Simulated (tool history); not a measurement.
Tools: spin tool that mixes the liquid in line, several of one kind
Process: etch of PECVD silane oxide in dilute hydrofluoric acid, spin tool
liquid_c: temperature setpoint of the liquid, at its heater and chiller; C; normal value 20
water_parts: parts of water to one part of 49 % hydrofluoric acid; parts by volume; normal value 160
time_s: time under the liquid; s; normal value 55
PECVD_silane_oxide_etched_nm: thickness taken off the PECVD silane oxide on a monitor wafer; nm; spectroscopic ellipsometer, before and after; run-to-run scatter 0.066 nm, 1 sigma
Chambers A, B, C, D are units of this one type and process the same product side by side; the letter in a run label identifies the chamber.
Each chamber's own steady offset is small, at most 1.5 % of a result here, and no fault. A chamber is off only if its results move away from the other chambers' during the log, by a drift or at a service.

run   hour  liquid_c  water_parts  time_s  hours since the thermometer was replaced  hours since the hydrofluoric acid flow meter was replaced  read-back film thickness of the PECVD silane oxide reference wafer, read on the same gauge (nm)  PECVD_silane_oxide_etched_nm
 1A    4.3        20          160      55                                    1088.2                                                     1116.3                                                                                           70.053                        7.1488
 2C    7.2        20          160      55                                     699.6                                                     1040.7                                                                                           69.983                        7.1751
 3B    9.8        20          160      55                                    1047.9                                                      344.1                                                                                           69.964                         7.268
 4D   14.6        20          160      55                                     963.2                                                      242.1                                                                                           69.983                        7.2087
 5D   19.1        20          160      55                                     967.7                                                      246.6                                                                                           69.976                         7.326
 6A   24.4        20          160      55                                    1108.3                                                     1136.4                                                                                           69.983                        7.2239
 7B     28        20          160      55                                    1066.1                                                      362.3                                                                                           70.042                         7.303
 8C   33.1        20          160      55                                     725.5                                                     1066.6                                                                                            70.03                        7.1225
      33.5  -- chamber A: hydrofluoric acid flow meter replaced
 9B   36.4        23          195      55                                    1074.5                                                      370.7                                                                                           70.026                        6.5609
10A   40.7        23          195      55                                    1124.6                                                        7.3                                                                                           69.981                        6.4638
11D   44.2        23          195      55                                     992.8                                                      271.7                                                                                           69.997                        6.3081
12C   48.6        23          195      55                                       741                                                     1082.1                                                                                           70.001                        6.4189
13D   53.7        20          160      55                                    1002.3                                                      281.2                                                                                            70.06                        7.2701
14A   57.8        20          160      55                                    1141.7                                                       24.4                                                                                           69.994                        7.3387
15C   62.1        20          160      55                                     754.5                                                     1095.6                                                                                           69.997                        7.1597
16B   65.3        20          160      55                                    1103.4                                                      399.6                                                                                           69.978                        7.2535
17A   70.2        20          220      55                                    1154.1                                                       36.8                                                                                            70.01                        5.0142
18B   75.5        20          220      55                                    1113.6                                                      409.8                                                                                           70.004                        4.9854
19C   80.5        20          220      55                                     772.9                                                       1114                                                                                           69.983                        4.9683
20D   85.9        20          220      55                                    1034.5                                                      313.4                                                                                           69.998                         5.025
21C   89.8        20          160      55                                     782.2                                                     1123.3                                                                                           70.017                        7.4166
22B   93.4        20          160      55                                    1131.5                                                      427.7                                                                                            69.98                        7.4574
23A   98.8        20          160      55                                    1182.7                                                       65.4                                                                                           70.037                        7.2718
24D  104.2        20          160      55                                    1052.8                                                      331.7                                                                                           70.034                        7.2283
25B  108.9        20          160      55                                      1147                                                      443.2                                                                                           70.002                        7.4615
26D  112.2        20          160      55                                    1060.8                                                      339.7                                                                                           69.976                         7.288
27C  114.6        20          160      55                                       807                                                     1148.1                                                                                           70.017                        7.1674
28A  119.1        20          160      55                                      1203                                                       85.7                                                                                           69.962                        7.2575
29C  121.8        20          160      55                                     814.2                                                     1155.3                                                                                           69.938                        7.1691
30B    127        20          160      55                                    1165.1                                                      461.3                                                                                           70.037                         7.727
31A  130.4        20          160      55                                    1214.3                                                         97                                                                                            70.03                         7.337
32D  133.4        20          160      55                                      1082                                                      360.9                                                                                           70.003                        7.2277
33A  137.9        20          160      55                                    1221.8                                                      104.5                                                                                           69.999                        7.2378
34D    142        20          160      55                                    1090.6                                                      369.5                                                                                           69.997                        7.1859
35C  145.8        20          160      55                                     838.2                                                     1179.3                                                                                           69.993                        7.2911
36B  150.9        20          160      55                                      1189                                                      485.2                                                                                           69.961                        7.8656
37B  154.3        20          160      55                                    1192.4                                                      488.6                                                                                           69.999                        7.7461

One chamber off, gauge drift, or nothing amiss beyond the chambers' own small offsets? If it is a chamber, which one, and what is the likeliest cause?

Chamber B drifts away from the others.
Most likely cause: liquid hotter than its thermometer reads (K) = 1.89.
From this log alone, it may not be told apart from: hydrofluoric acid flow above the setpoint (%).

Here are 4 candidates for chamber B's next run, each the usual settings with a change, their results left as question marks. Which one brings its results back in line with what the others give on the usual settings?
To be in line, a result may differ from the other chambers' mean on the usual settings by at most: PECVD_silane_oxide_etched_nm 0.23 nm
38B-1  158.2        20          160      60                                                                                                                                                                                                                                   ?
38B-2  158.2        18          160      55                                                                                                                                                                                                                                   ?
38B-3  158.2      20.5          160      55                                                                                                                                                                                                                                   ?
38B-4  158.2      19.5          160      55                                                                                                                                                                                                                                   ?

Usual-settings mean across the other chambers: PECVD_silane_oxide_etched_nm 7.2662 nm
  run  PECVD_silane_oxide_etched_nm
38B-1                        8.4837
38B-2                        7.1905
38B-3                        7.9317
38B-4                         7.627
With 38B-2, the chamber falls back in line with the rest.
